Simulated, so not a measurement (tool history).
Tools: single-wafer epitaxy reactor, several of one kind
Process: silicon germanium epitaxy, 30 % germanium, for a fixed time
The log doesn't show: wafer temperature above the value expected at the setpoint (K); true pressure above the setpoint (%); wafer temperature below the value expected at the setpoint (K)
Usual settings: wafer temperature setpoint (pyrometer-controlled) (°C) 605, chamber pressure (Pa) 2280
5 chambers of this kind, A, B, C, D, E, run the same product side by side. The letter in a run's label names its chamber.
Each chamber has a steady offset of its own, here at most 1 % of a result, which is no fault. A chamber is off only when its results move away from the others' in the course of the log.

run,hour,wafer temperature setpoint (pyrometer-controlled) (°C),chamber pressure (Pa),hours since the last pyrometer calibration,hours since the last manometer calibration,"read-back reference wafer on the same gauge, thickness_nm",mean film thickness on the monitor wafer (angstrom)
1E,9.7,605,2280,1291.3,662.7,69.625,604.67
2A,16.1,605,2280,131.9,1102.3,69.516,601.99
3C,24.1,605,2280,75.7,144.2,69.532,610.36
4D,31.2,605,2280,487.1,1851.8,69.593,601.08
5B,40.2,605,2280,1501.8,956.4,69.727,608.65
6C,50.4,605,2000,102,170.5,69.507,577.3
7A,56.6,605,2000,172.4,1142.8,69.657,566.48
8D,61.2,605,2000,517.1,1881.8,69.566,581.02
9B,68.1,605,2000,1529.7,984.3,69.508,572.77
10E,74.6,605,2000,1356.2,727.6,69.643,576.63
11D,81.5,600,2280,537.4,1902.1,69.648,550.6
12B,90.3,600,2280,1551.9,1006.5,69.578,550.26
13A,96.4,600,2280,212.2,1182.6,69.616,551.58
14C,103.1,600,2280,154.7,223.2,69.621,552.48
15E,111.1,600,2280,1392.7,764.1,69.603,554.26
16D,117.5,605,2280,573.4,1938.1,69.634,602.16
17E,122.3,605,2280,1403.9,775.3,69.59,602.06
18B,127.9,605,2280,1589.5,1044.1,69.593,601.03
19C,135.3,595,1813,186.9,255.4,69.607,460.35
20A,143.6,595,1813,259.4,1229.8,69.628,461.5
21C,150.4,595,1813,202,270.5,69.588,463.47
22D,160.3,595,1813,616.2,1980.9,69.622,460.93
23A,165.2,595,1813,281,1251.4,69.516,462.78
24E,172.5,605,2280,1454.1,825.5,69.686,600.39
25B,181.3,605,2280,1642.9,1097.5,69.616,601.11
26D,190.2,605,2280,646.1,2010.8,69.54,604.26
27B,198.6,605,2280,1660.2,1114.8,69.544,599.24
28C,205.7,605,2280,257.3,325.8,69.524,610.38
29A,213.6,617,2080,329.4,1299.8,69.563,719.57
30E,222.3,617,2080,1503.9,875.3,69.597,722.02
31E,232.5,617,2080,1514.1,885.5,69.603,719.6
32D,242.4,617,2080,698.3,2063,69.604,725.44
33A,249.2,617,2080,365,1335.4,69.499,720.09
34B,257.9,593,2280,1719.5,1174.1,69.602,483.8
35C,264.3,593,2280,315.9,384.4,69.599,487.21
36C,273.9,593,2280,325.5,394,69.508,485.55
37A,282.1,593,2280,397.9,1368.3,69.489,485.79
38D,288.9,593,2280,744.8,2109.5,69.637,483.46
39B,295.4,617,2626,1757,1211.6,69.665,794.16
40E,301.1,617,2626,1582.7,954.1,69.543,797.46
41C,309.4,617,2626,361,429.5,69.562,800.09

What goes on in this fleet: one chamber off, a drifting gauge, or nothing beyond the chambers' own small offsets? Name the chamber and the cause, if any.

No chamber stands off beyond its own small offset, and the gauge holds steady.
